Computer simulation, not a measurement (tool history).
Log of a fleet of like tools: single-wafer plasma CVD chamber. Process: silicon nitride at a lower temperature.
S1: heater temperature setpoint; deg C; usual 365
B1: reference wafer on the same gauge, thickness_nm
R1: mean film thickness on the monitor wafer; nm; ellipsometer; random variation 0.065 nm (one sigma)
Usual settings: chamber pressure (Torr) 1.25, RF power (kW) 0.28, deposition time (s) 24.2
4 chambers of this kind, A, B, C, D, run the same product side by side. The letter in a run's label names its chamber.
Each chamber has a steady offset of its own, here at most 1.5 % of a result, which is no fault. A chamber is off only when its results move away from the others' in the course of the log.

run 1B hour=4 | S1=365 chamber_pressure_(Torr)=1.25 RF_power_(kW)=0.28 deposition_time_(s)=24.2 | B1=27.215 | R1=25.058
run 2C hour=11 | S1=365 chamber_pressure_(Torr)=1.25 RF_power_(kW)=0.28 deposition_time_(s)=24.2 | B1=27.19 | R1=25.059
run 3D hour=16.2 | S1=365 chamber_pressure_(Torr)=1.25 RF_power_(kW)=0.28 deposition_time_(s)=24.2 | B1=27.191 | R1=25.234
run 4A hour=21.2 | S1=365 chamber_pressure_(Torr)=1.25 RF_power_(kW)=0.28 deposition_time_(s)=24.2 | B1=27.191 | R1=25.504
run 5D hour=25.4 | S1=365 chamber_pressure_(Torr)=1.25 RF_power_(kW)=0.28 deposition_time_(s)=24.2 | B1=27.19 | R1=25.277
run 6B hour=29.5 | S1=365 chamber_pressure_(Torr)=1.25 RF_power_(kW)=0.28 deposition_time_(s)=24.2 | B1=27.203 | R1=25.078
run 7C hour=37.5 | S1=365 chamber_pressure_(Torr)=1.25 RF_power_(kW)=0.28 deposition_time_(s)=24.2 | B1=27.191 | R1=25.112
run 8A hour=43.8 | S1=365 chamber_pressure_(Torr)=1.25 RF_power_(kW)=0.28 deposition_time_(s)=24.2 | B1=27.2 | R1=25.485
run 9A hour=47.9 | S1=360 chamber_pressure_(Torr)=1.25 RF_power_(kW)=0.28 deposition_time_(s)=21 | B1=27.206 | R1=22.047
run 10B hour=54.6 | S1=360 chamber_pressure_(Torr)=1.25 RF_power_(kW)=0.28 deposition_time_(s)=21 | B1=27.192 | R1=21.773
run 11D hour=62.3 | S1=360 chamber_pressure_(Torr)=1.25 RF_power_(kW)=0.28 deposition_time_(s)=21 | B1=27.201 | R1=21.907
run 12C hour=66.4 | S1=360 chamber_pressure_(Torr)=1.25 RF_power_(kW)=0.28 deposition_time_(s)=21 | B1=27.199 | R1=21.894
run 13C hour=72.1 | S1=365 chamber_pressure_(Torr)=1.25 RF_power_(kW)=0.28 deposition_time_(s)=24.2 | B1=27.2 | R1=25.106
run 14B hour=78 | S1=365 chamber_pressure_(Torr)=1.25 RF_power_(kW)=0.28 deposition_time_(s)=24.2 | B1=27.201 | R1=25.149
run 15D hour=82.7 | S1=365 chamber_pressure_(Torr)=1.25 RF_power_(kW)=0.28 deposition_time_(s)=24.2 | B1=27.19 | R1=25.162
run 16A hour=86.9 | S1=365 chamber_pressure_(Torr)=1.25 RF_power_(kW)=0.28 deposition_time_(s)=24.2 | B1=27.201 | R1=25.569
run 17A hour=92.6 | S1=365 chamber_pressure_(Torr)=1.25 RF_power_(kW)=0.28 deposition_time_(s)=24.2 | B1=27.202 | R1=25.34
run 18B hour=96.3 | S1=375 chamber_pressure_(Torr)=1.25 RF_power_(kW)=0.305 deposition_time_(s)=24.2 | B1=27.211 | R1=26.403
run 19C hour=101.5 | S1=375 chamber_pressure_(Torr)=1.25 RF_power_(kW)=0.305 deposition_time_(s)=24.2 | B1=27.2 | R1=26.576
run 20D hour=105.8 | S1=375 chamber_pressure_(Torr)=1.25 RF_power_(kW)=0.305 deposition_time_(s)=24.2 | B1=27.215 | R1=26.604
run 21B hour=113.2 | S1=375 chamber_pressure_(Torr)=1.25 RF_power_(kW)=0.305 deposition_time_(s)=24.2 | B1=27.202 | R1=26.353
run 22A hour=120.1 | S1=365 chamber_pressure_(Torr)=1.25 RF_power_(kW)=0.28 deposition_time_(s)=24.2 | B1=27.198 | R1=25.576
run 23D hour=124.3 | S1=365 chamber_pressure_(Torr)=1.25 RF_power_(kW)=0.28 deposition_time_(s)=24.2 | B1=27.178 | R1=25.197
run 24C hour=131 | S1=365 chamber_pressure_(Torr)=1.25 RF_power_(kW)=0.28 deposition_time_(s)=24.2 | B1=27.205 | R1=25.095

All 4 chambers run these settings next. Forecast each chamber's results:
run 25A hour=136.7 | S1=365 chamber_pressure_(Torr)=1.39 RF_power_(kW)=0.28 deposition_time_(s)=24.2 | R1=?
run 25B hour=136.7 | S1=365 chamber_pressure_(Torr)=1.39 RF_power_(kW)=0.28 deposition_time_(s)=24.2 | R1=?
run 25C hour=136.7 | S1=365 chamber_pressure_(Torr)=1.39 RF_power_(kW)=0.28 deposition_time_(s)=24.2 | R1=?
run 25D hour=136.7 | S1=365 chamber_pressure_(Torr)=1.39 RF_power_(kW)=0.28 deposition_time_(s)=24.2 | R1=?

run=25A R1=26.249
run=25B R1=25.798
run=25C R1=25.868
run=25D R1=26.004
